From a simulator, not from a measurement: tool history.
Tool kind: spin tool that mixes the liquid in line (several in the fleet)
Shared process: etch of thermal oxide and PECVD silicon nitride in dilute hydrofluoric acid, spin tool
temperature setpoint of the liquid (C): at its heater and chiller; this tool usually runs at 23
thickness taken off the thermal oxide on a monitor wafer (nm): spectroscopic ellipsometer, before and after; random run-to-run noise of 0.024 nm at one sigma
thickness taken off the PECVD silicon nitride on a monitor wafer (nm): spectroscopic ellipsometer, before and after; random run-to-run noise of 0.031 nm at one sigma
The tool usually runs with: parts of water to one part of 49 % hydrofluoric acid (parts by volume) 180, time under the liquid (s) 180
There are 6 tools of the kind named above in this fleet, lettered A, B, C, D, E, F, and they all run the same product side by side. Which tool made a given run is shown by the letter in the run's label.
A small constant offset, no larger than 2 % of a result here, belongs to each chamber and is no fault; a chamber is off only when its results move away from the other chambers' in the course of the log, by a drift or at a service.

run	hour	temperature setpoint of the liquid (C)	parts of water to one part of 49 % hydrofluoric acid (parts by volume)	time under the liquid (s)	hours since the thermometer was replaced	hours since the hydrofluoric acid flow meter was replaced	read-back film thickness of the thermal oxide reference wafer, read on the same gauge (nm)	read-back film thickness of the PECVD silicon nitride reference wafer, read on the same gauge (nm)	thickness taken off the thermal oxide on a monitor wafer (nm)	thickness taken off the PECVD silicon nitride on a monitor wafer (nm)
1D	6.4	23	180	180	2545.2	137.4	150	120	4.1956	1.5972
2F	13.7	23	180	180	1629.3	347.9	150.01	120.04	4.1357	1.5872
# hour 15.4: chamber B: hydrofluoric acid flow meter replaced
3A	22.1	23	180	180	699.4	149.4	150.04	120.01	4.1478	1.6417
4B	27.4	23	180	180	782.6	12	150	120.02	4.2429	1.6367
5C	35.6	23	180	180	1048.3	198.6	149.99	120.02	4.2708	1.5955
6E	39.8	23	180	180	827.2	1243.4	149.96	120.01	4.1629	1.608
7B	48.4	23	180	180	803.6	33	149.99	120	4.2521	1.614
8D	53.2	23	180	180	2592	184.2	149.98	120.02	4.2102	1.5742
9E	59.8	23	180	180	847.2	1263.4	149.99	119.99	4.2091	1.5821
10C	67.8	23	180	180	1080.5	230.8	149.99	120	4.1951	1.6427
11F	76.1	23	180	180	1691.7	410.3	150.02	120.01	4.1488	1.583
12A	82.6	23	180	180	759.9	209.9	149.99	120.02	4.1833	1.6334
13C	90.6	23	180	180	1103.3	253.6	150.01	119.99	4.2834	1.6101
14F	96.7	23	180	180	1712.3	430.9	149.99	120.01	4.2201	1.6377
15B	101.1	23	180	180	856.3	85.7	150	120	4.282	1.6565
16D	107.6	23	180	180	2646.4	238.6	149.99	119.99	4.1955	1.5961
17E	114.1	19.5	130	180	901.5	1317.7	150.01	120	5.3595	1.7444
18A	119.2	19.5	130	180	796.5	246.5	150	119.98	5.2486	1.7092
19D	127.5	19.5	130	180	2666.3	258.5	149.99	119.97	5.3044	1.7284
20B	133.1	19.5	130	180	888.3	117.7	150.01	120.03	5.4551	1.7823
21F	142.1	19.5	130	180	1757.7	476.3	150	119.99	5.3537	1.767
22A	149.1	19.5	130	180	826.4	276.4	150.01	120.01	5.2479	1.7964
23C	153.7	23	180	180	1166.4	316.7	150	119.96	4.1877	1.6211
24E	159.7	23	180	180	947.1	1363.3	150	120	4.2178	1.6221
25B	168.4	23	180	180	923.6	153	149.98	120.01	4.2554	1.6235
26F	174.5	23	180	180	1790.1	508.7	149.99	119.99	4.159	1.5443
# hour 177.6: chamber E: thermometer replaced
27D	182.2	23	180	180	2721	313.2	149.98	119.99	4.2367	1.6109
28A	189.6	23	180	180	866.9	316.9	149.99	120.01	4.1754	1.5879
29C	194.3	23	180	180	1207	357.3	150.01	119.98	4.2194	1.6334
# hour 196.4: chamber D: thermometer replaced
30E	202.1	23	180	180	24.6	1405.7	150.02	120	4.2167	1.6628
31B	209.9	23	180	180	965.1	194.5	150	120.01	4.2513	1.5951
32F	216.4	23	180	180	1832	550.6	150.01	120	4.161	1.5881
# hour 223.6: chamber F: thermometer replaced
33D	225.4	23	180	180	29	356.4	150.01	120.02	4.2846	1.5849
34C	233.5	23	180	180	1246.2	396.5	149.99	120	4.2498	1.6253
35E	241.1	20	180	180	63.6	1444.7	150	120	3.7423	1.346
36A	246.1	20	180	180	923.4	373.4	150	119.99	3.7086	1.3091
37B	253.2	20	180	180	1008.4	237.8	149.99	119.99	3.8076	1.2872
38D	259.7	20	180	180	63.3	390.7	150	120	3.7405	1.2973
39E	264.6	20	180	180	87.1	1468.2	150	120	3.7383	1.3344
40A	270.1	20	180	180	947.4	397.4	149.98	119.99	3.6979	1.3225
41F	274.2	23	180	180	50.6	608.4	150	119.99	4.2214	1.6379
42C	282.8	23	180	180	1295.5	445.8	150.01	120	4.2693	1.6132

What goes on in this fleet: one chamber off, a drifting gauge, or nothing beyond the chambers' own small offsets? Name the chamber and the cause, if any.

All chambers stay in line apart from their small fixed offsets, and the gauge does not drift.
